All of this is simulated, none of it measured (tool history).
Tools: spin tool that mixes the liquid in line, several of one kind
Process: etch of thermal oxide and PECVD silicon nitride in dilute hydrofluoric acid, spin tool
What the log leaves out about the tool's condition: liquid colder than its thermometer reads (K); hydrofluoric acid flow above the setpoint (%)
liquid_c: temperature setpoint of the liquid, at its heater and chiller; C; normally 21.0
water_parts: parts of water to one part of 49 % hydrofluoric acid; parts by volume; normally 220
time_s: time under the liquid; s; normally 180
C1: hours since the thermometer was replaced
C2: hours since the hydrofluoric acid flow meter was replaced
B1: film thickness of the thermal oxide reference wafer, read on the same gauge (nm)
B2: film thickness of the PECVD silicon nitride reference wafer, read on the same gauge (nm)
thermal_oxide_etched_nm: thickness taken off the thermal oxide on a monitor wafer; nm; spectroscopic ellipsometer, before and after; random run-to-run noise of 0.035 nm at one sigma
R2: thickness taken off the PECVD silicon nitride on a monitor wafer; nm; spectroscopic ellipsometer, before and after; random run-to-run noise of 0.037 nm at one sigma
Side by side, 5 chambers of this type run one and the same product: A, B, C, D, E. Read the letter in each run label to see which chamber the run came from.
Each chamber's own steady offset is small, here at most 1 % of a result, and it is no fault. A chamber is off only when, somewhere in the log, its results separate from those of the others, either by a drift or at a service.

{"run": "1E", "day": 0.217, "liquid_c": 21.0, "water_parts": 220, "time_s": 180, "C1": 749.8, "C2": 1388.8, "B1": 149.98, "B2": 29.966, "thermal_oxide_etched_nm": 2.9481, "R2": 3.1107}
{"run": "2D", "day": 0.383, "liquid_c": 21.0, "water_parts": 220, "time_s": 180, "C1": 264.7, "C2": 35.2, "B1": 150.01, "B2": 30.007, "thermal_oxide_etched_nm": 2.8808, "R2": 3.1187}
{"run": "3A", "day": 0.592, "liquid_c": 21.0, "water_parts": 220, "time_s": 180, "C1": 937.5, "C2": 744.8, "B1": 149.99, "B2": 30.007, "thermal_oxide_etched_nm": 2.8731, "R2": 3.1118}
{"day": 0.65, "done": "chamber A: hydrofluoric acid flow meter replaced"}
{"run": "4B", "day": 0.812, "liquid_c": 21.0, "water_parts": 220, "time_s": 180, "C1": 1117.6, "C2": 1170.6, "B1": 150.0, "B2": 30.009, "thermal_oxide_etched_nm": 2.915, "R2": 3.094}
{"run": "5C", "day": 1.017, "liquid_c": 21.0, "water_parts": 220, "time_s": 180, "C1": 775.6, "C2": 1334.1, "B1": 149.97, "B2": 29.996, "thermal_oxide_etched_nm": 2.879, "R2": 3.1691}
{"run": "6D", "day": 1.154, "liquid_c": 21.0, "water_parts": 220, "time_s": 180, "C1": 283.2, "C2": 53.7, "B1": 149.98, "B2": 30.012, "thermal_oxide_etched_nm": 2.8385, "R2": 3.0709}
{"run": "7C", "day": 1.275, "liquid_c": 21.0, "water_parts": 220, "time_s": 180, "C1": 781.8, "C2": 1340.3, "B1": 150.02, "B2": 29.985, "thermal_oxide_etched_nm": 2.9726, "R2": 3.1478}
{"run": "8E", "day": 1.412, "liquid_c": 21.0, "water_parts": 220, "time_s": 180, "C1": 778.5, "C2": 1417.5, "B1": 149.98, "B2": 30.008, "thermal_oxide_etched_nm": 2.8947, "R2": 3.1726}
{"run": "9A", "day": 1.604, "liquid_c": 21.0, "water_parts": 220, "time_s": 180, "C1": 961.8, "C2": 22.9, "B1": 150.03, "B2": 30.022, "thermal_oxide_etched_nm": 2.8948, "R2": 3.0478}
{"run": "10B", "day": 1.788, "liquid_c": 21.0, "water_parts": 220, "time_s": 180, "C1": 1141.0, "C2": 1194.0, "B1": 150.02, "B2": 30.029, "thermal_oxide_etched_nm": 2.8765, "R2": 3.0519}
{"run": "11D", "day": 1.971, "liquid_c": 21.0, "water_parts": 220, "time_s": 180, "C1": 302.8, "C2": 73.3, "B1": 150.01, "B2": 30.003, "thermal_oxide_etched_nm": 2.8824, "R2": 3.1318}
{"day": 2.088, "done": "chamber C: thermometer replaced"}
{"run": "12B", "day": 2.121, "liquid_c": 21.0, "water_parts": 220, "time_s": 180, "C1": 1149.0, "C2": 1202.0, "B1": 150.01, "B2": 29.981, "thermal_oxide_etched_nm": 2.9079, "R2": 3.1057}
{"run": "13C", "day": 2.321, "liquid_c": 21.0, "water_parts": 220, "time_s": 180, "C1": 5.7, "C2": 1365.4, "B1": 149.99, "B2": 30.02, "thermal_oxide_etched_nm": 2.9139, "R2": 3.0866}
{"run": "14E", "day": 2.467, "liquid_c": 21.0, "water_parts": 220, "time_s": 180, "C1": 803.8, "C2": 1442.8, "B1": 150.0, "B2": 30.002, "thermal_oxide_etched_nm": 2.8926, "R2": 3.1735}
{"run": "15A", "day": 2.579, "liquid_c": 21.0, "water_parts": 220, "time_s": 180, "C1": 985.2, "C2": 46.3, "B1": 150.01, "B2": 30.006, "thermal_oxide_etched_nm": 2.8652, "R2": 3.088}
{"run": "16D", "day": 2.783, "liquid_c": 21.0, "water_parts": 220, "time_s": 180, "C1": 322.3, "C2": 92.8, "B1": 149.97, "B2": 29.996, "thermal_oxide_etched_nm": 2.8673, "R2": 3.1093}
{"run": "17A", "day": 3.012, "liquid_c": 21.0, "water_parts": 320, "time_s": 220, "C1": 995.6, "C2": 56.7, "B1": 150.06, "B2": 29.986, "thermal_oxide_etched_nm": 2.1556, "R2": 2.6109}
{"run": "18B", "day": 3.212, "liquid_c": 21.0, "water_parts": 320, "time_s": 220, "C1": 1175.2, "C2": 1228.2, "B1": 149.98, "B2": 30.003, "thermal_oxide_etched_nm": 2.1569, "R2": 2.4712}
{"run": "19C", "day": 3.425, "liquid_c": 21.0, "water_parts": 320, "time_s": 220, "C1": 32.2, "C2": 1391.9, "B1": 150.01, "B2": 29.992, "thermal_oxide_etched_nm": 2.192, "R2": 2.6901}
{"run": "20E", "day": 3.625, "liquid_c": 21.0, "water_parts": 320, "time_s": 220, "C1": 831.6, "C2": 1470.6, "B1": 150.03, "B2": 29.96, "thermal_oxide_etched_nm": 2.173, "R2": 2.6493}
{"run": "21C", "day": 3.842, "liquid_c": 21.0, "water_parts": 320, "time_s": 220, "C1": 42.2, "C2": 1401.9, "B1": 149.98, "B2": 30.023, "thermal_oxide_etched_nm": 2.1766, "R2": 2.6695}
{"run": "22A", "day": 3.996, "liquid_c": 17.5, "water_parts": 220, "time_s": 180, "C1": 1019.2, "C2": 80.3, "B1": 150.01, "B2": 30.0, "thermal_oxide_etched_nm": 2.4825, "R2": 2.4585}
{"run": "23E", "day": 4.208, "liquid_c": 17.5, "water_parts": 220, "time_s": 180, "C1": 845.6, "C2": 1484.6, "B1": 149.99, "B2": 30.04, "thermal_oxide_etched_nm": 2.5201, "R2": 2.4976}
{"run": "24D", "day": 4.346, "liquid_c": 17.5, "water_parts": 220, "time_s": 180, "C1": 359.8, "C2": 130.3, "B1": 150.04, "B2": 29.999, "thermal_oxide_etched_nm": 2.528, "R2": 2.5325}
{"run": "25B", "day": 4.496, "liquid_c": 17.5, "water_parts": 220, "time_s": 180, "C1": 1206.0, "C2": 1259.0, "B1": 149.96, "B2": 30.016, "thermal_oxide_etched_nm": 2.3554, "R2": 2.2229}
{"run": "26B", "day": 4.725, "liquid_c": 17.5, "water_parts": 220, "time_s": 180, "C1": 1211.5, "C2": 1264.5, "B1": 150.02, "B2": 29.992, "thermal_oxide_etched_nm": 2.3595, "R2": 2.1975}
{"run": "27E", "day": 4.962, "liquid_c": 21.0, "water_parts": 220, "time_s": 180, "C1": 863.7, "C2": 1502.7, "B1": 150.0, "B2": 30.012, "thermal_oxide_etched_nm": 2.868, "R2": 3.1037}
{"run": "28D", "day": 5.167, "liquid_c": 21.0, "water_parts": 220, "time_s": 180, "C1": 379.5, "C2": 150.0, "B1": 149.98, "B2": 30.0, "thermal_oxide_etched_nm": 2.8021, "R2": 3.0602}
{"run": "29C", "day": 5.3, "liquid_c": 21.0, "water_parts": 220, "time_s": 180, "C1": 77.2, "C2": 1436.9, "B1": 150.06, "B2": 30.019, "thermal_oxide_etched_nm": 2.8374, "R2": 3.1982}
{"run": "30A", "day": 5.442, "liquid_c": 21.0, "water_parts": 220, "time_s": 180, "C1": 1053.9, "C2": 115.0, "B1": 149.99, "B2": 29.971, "thermal_oxide_etched_nm": 2.8303, "R2": 3.0853}
{"run": "31A", "day": 5.671, "liquid_c": 21.0, "water_parts": 220, "time_s": 180, "C1": 1059.4, "C2": 120.5, "B1": 150.0, "B2": 30.035, "thermal_oxide_etched_nm": 2.8516, "R2": 3.0508}

All 5 chambers run these settings next. Forecast each chamber's results:
{"run": "32A", "day": 5.842, "liquid_c": 21.0, "water_parts": 220, "time_s": 275, "thermal_oxide_etched_nm": "?", "R2": "?"}
{"run": "32B", "day": 5.842, "liquid_c": 21.0, "water_parts": 220, "time_s": 275, "thermal_oxide_etched_nm": "?", "R2": "?"}
{"run": "32C", "day": 5.842, "liquid_c": 21.0, "water_parts": 220, "time_s": 275, "thermal_oxide_etched_nm": "?", "R2": "?"}
{"run": "32D", "day": 5.842, "liquid_c": 21.0, "water_parts": 220, "time_s": 275, "thermal_oxide_etched_nm": "?", "R2": "?"}
{"run": "32E", "day": 5.842, "liquid_c": 21.0, "water_parts": 220, "time_s": 275, "thermal_oxide_etched_nm": "?", "R2": "?"}

run=32A thermal_oxide_etched_nm=4.3817 R2=4.6165
run=32B thermal_oxide_etched_nm=4.1195 R2=4.1476
run=32C thermal_oxide_etched_nm=4.4545 R2=4.8122
run=32D thermal_oxide_etched_nm=4.4063 R2=4.8200
run=32E thermal_oxide_etched_nm=4.3882 R2=4.8626
